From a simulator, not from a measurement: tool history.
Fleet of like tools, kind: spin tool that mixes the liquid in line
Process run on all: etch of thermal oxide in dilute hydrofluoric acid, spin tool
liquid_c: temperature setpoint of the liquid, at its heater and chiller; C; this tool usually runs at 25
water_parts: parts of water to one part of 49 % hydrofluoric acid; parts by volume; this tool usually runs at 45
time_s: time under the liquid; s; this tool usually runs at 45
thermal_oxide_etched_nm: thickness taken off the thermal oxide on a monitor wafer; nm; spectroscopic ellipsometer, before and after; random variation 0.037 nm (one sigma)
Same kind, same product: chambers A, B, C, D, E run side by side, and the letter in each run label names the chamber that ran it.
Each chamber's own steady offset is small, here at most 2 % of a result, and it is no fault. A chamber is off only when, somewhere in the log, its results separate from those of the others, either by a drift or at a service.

run	hour	liquid_c	water_parts	time_s	read-back film thickness of the thermal oxide reference wafer, read on the same gauge (nm)	thermal_oxide_etched_nm
1D	4.6	25	45	45	89.932	5.4172
2A	10.9	25	45	45	89.997	5.4203
# hour 19.5: chamber C: thermometer replaced
3B	21.4	25	45	45	89.951	5.3674
4C	31	25	45	45	90.011	5.3139
5E	40.9	25	45	45	90.001	5.38
6C	47.3	20.5	45	45	89.959	4.427
# hour 51.4: chamber E: thermometer replaced
7E	52.1	20.5	45	45	89.988	4.5205
8D	58.7	20.5	45	45	90.015	4.5704
9A	65.4	20.5	45	45	90.063	4.5807
10B	71.7	20.5	45	45	89.996	4.4724
11D	77.4	25	45	45	90	5.5167
12E	86.7	28	45	45	90.024	6.0907
13C	91.7	28	45	45	90.004	6.0455
14B	100	28	45	45	89.988	6.0388
15A	108.4	28	45	45	89.994	6.1836
16A	115.1	28	45	45	89.989	6.2062
17E	121.8	25	45	45	90.066	5.4234
18C	126.4	25	45	45	89.993	5.3998
19B	136.6	25	45	45	90.032	5.418
20D	145	25	45	45	90.021	5.4502
21B	154.9	28	45	45	90.028	6.1515
22C	162	28	45	45	89.979	5.9799
23D	168.4	28	45	45	90.001	6.207
24A	175.8	28	45	45	90.055	6.3953
25E	181.6	28	45	45	89.942	6.1019
26D	187.2	25	45	45	90.014	5.4643
27B	195.4	25	45	45	89.997	5.4301
# hour 197.9: chamber C: hydrofluoric acid flow meter replaced
28C	205.2	25	45	45	90.038	5.3834
29E	212.7	25	45	45	90.006	5.4094
30A	221.5	29	30	45	89.951	10.306
31C	231.4	29	30	45	89.987	9.7181
32E	239.6	29	30	45	89.96	9.9754

Does one chamber stand apart from the rest, does the shared gauge drift, or is all well apart from small per-chamber offsets? Give the chamber and the most likely cause, where there is one.

It is chamber A that slowly wanders off from its peers.
Likeliest cause: hydrofluoric acid flow above the setpoint (%) = 6.41.
With only this log, it may be confused with: liquid hotter than its thermometer reads (K).

Below are 4 candidate recipes for chamber A's next run, each the usual settings with a change, their results shown as question marks. Which of them brings A's results back in line with what the other chambers give on the usual settings?
Allowed miss from the other chambers' usual-settings mean, per result, to count as in line: thermal_oxide_etched_nm 0.13 nm
33A-1	247.1	26	45	45		?
33A-2	247.1	24	45	45		?
33A-3	247.1	23	45	45		?
33A-4	247.1	27	45	45		?

Other chambers, usual settings, mean: thermal_oxide_etched_nm 5.4015 nm
run	thermal_oxide_etched_nm
33A-1	6.0806
33A-2	5.6055
33A-3	5.3795
33A-4	6.3301
It is 33A-3 that realigns the chamber with its peers.
